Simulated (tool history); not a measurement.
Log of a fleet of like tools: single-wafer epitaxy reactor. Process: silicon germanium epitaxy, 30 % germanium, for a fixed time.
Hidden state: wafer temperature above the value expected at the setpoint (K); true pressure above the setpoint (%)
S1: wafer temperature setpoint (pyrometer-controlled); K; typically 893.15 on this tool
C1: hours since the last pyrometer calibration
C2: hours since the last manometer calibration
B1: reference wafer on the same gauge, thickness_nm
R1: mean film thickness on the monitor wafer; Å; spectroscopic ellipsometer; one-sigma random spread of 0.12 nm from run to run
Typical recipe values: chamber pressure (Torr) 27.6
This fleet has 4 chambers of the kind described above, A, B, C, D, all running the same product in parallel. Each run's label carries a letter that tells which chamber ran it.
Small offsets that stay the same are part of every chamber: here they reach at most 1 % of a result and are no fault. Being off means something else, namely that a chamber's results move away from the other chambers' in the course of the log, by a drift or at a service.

{"run": "1B", "hour": 8.1, "S1": 893.15, "chamber pressure (Torr)": 27.6, "C1": 770.2, "C2": 1523.4, "B1": 86.823, "R1": 959.27}
{"run": "2D", "hour": 15.4, "S1": 893.15, "chamber pressure (Torr)": 27.6, "C1": 1310.5, "C2": 1398.5, "B1": 86.823, "R1": 961.51}
{"run": "3C", "hour": 26.0, "S1": 893.15, "chamber pressure (Torr)": 27.6, "C1": 222.9, "C2": 1515.2, "B1": 86.864, "R1": 965.39}
{"run": "4A", "hour": 32.8, "S1": 893.15, "chamber pressure (Torr)": 27.6, "C1": 1129.1, "C2": 472.7, "B1": 86.857, "R1": 962.55}
{"run": "5D", "hour": 41.4, "S1": 893.15, "chamber pressure (Torr)": 27.6, "C1": 1336.5, "C2": 1424.5, "B1": 86.916, "R1": 960.87}
{"run": "6A", "hour": 47.4, "S1": 893.15, "chamber pressure (Torr)": 27.6, "C1": 1143.7, "C2": 487.3, "B1": 86.879, "R1": 964.49}
{"run": "7B", "hour": 58.1, "S1": 893.15, "chamber pressure (Torr)": 27.6, "C1": 820.2, "C2": 1573.4, "B1": 86.912, "R1": 959.84}
{"run": "8C", "hour": 67.8, "S1": 893.15, "chamber pressure (Torr)": 27.6, "C1": 264.7, "C2": 1557, "B1": 86.935, "R1": 968.36}
{"run": "9D", "hour": 76.7, "S1": 893.15, "chamber pressure (Torr)": 27.6, "C1": 1371.8, "C2": 1459.8, "B1": 86.946, "R1": 963.28}
{"hour": 84.4, "done": "chamber C: capacitance manometer re-zeroed and calibrated"}
{"run": "10B", "hour": 87.7, "S1": 893.15, "chamber pressure (Torr)": 27.6, "C1": 849.8, "C2": 1603, "B1": 86.995, "R1": 961.15}
{"run": "11A", "hour": 97.5, "S1": 893.15, "chamber pressure (Torr)": 27.6, "C1": 1193.8, "C2": 537.4, "B1": 86.995, "R1": 965.45}
{"run": "12C", "hour": 102.6, "S1": 893.15, "chamber pressure (Torr)": 27.6, "C1": 299.5, "C2": 18.3, "B1": 86.984, "R1": 967.92}
{"run": "13D", "hour": 112.8, "S1": 893.15, "chamber pressure (Torr)": 27.6, "C1": 1407.9, "C2": 1495.9, "B1": 87.05, "R1": 961.63}
{"run": "14C", "hour": 119.1, "S1": 893.15, "chamber pressure (Torr)": 27.6, "C1": 316, "C2": 34.8, "B1": 87.072, "R1": 969.01}
{"run": "15B", "hour": 128.4, "S1": 879.15, "chamber pressure (Torr)": 22.4, "C1": 890.5, "C2": 1643.7, "B1": 87.064, "R1": 687.37}
{"run": "16A", "hour": 137.5, "S1": 879.15, "chamber pressure (Torr)": 22.4, "C1": 1233.8, "C2": 577.4, "B1": 87.067, "R1": 691.11}
{"run": "17D", "hour": 149.1, "S1": 879.15, "chamber pressure (Torr)": 22.4, "C1": 1444.2, "C2": 1532.2, "B1": 87.092, "R1": 692.04}
{"run": "18B", "hour": 155.7, "S1": 879.15, "chamber pressure (Torr)": 22.4, "C1": 917.8, "C2": 1671, "B1": 87.11, "R1": 687.06}
{"run": "19A", "hour": 167.3, "S1": 893.15, "chamber pressure (Torr)": 27.6, "C1": 1263.6, "C2": 607.2, "B1": 87.111, "R1": 966.65}
{"run": "20C", "hour": 175.1, "S1": 893.15, "chamber pressure (Torr)": 27.6, "C1": 372, "C2": 90.8, "B1": 87.113, "R1": 972.31}
{"run": "21B", "hour": 185.7, "S1": 893.15, "chamber pressure (Torr)": 27.6, "C1": 947.8, "C2": 1701, "B1": 87.162, "R1": 963.29}
{"run": "22A", "hour": 192.7, "S1": 893.15, "chamber pressure (Torr)": 27.6, "C1": 1289, "C2": 632.6, "B1": 87.175, "R1": 968.77}
{"run": "23C", "hour": 202.8, "S1": 893.15, "chamber pressure (Torr)": 27.6, "C1": 399.7, "C2": 118.5, "B1": 87.169, "R1": 971.57}
{"run": "24D", "hour": 209.0, "S1": 893.15, "chamber pressure (Torr)": 27.6, "C1": 1504.1, "C2": 1592.1, "B1": 87.244, "R1": 964.33}

Predict what each chamber gives when all 4 of them run the settings below next.
{"run": "25A", "hour": 217.4, "S1": 900.15, "chamber pressure (Torr)": 27.6, "R1": "?"}
{"run": "25B", "hour": 217.4, "S1": 900.15, "chamber pressure (Torr)": 27.6, "R1": "?"}
{"run": "25C", "hour": 217.4, "S1": 900.15, "chamber pressure (Torr)": 27.6, "R1": "?"}
{"run": "25D", "hour": 217.4, "S1": 900.15, "chamber pressure (Torr)": 27.6, "R1": "?"}

run=25A R1=1098.2
run=25B R1=1088.5
run=25C R1=1097.4
run=25D R1=1088.7
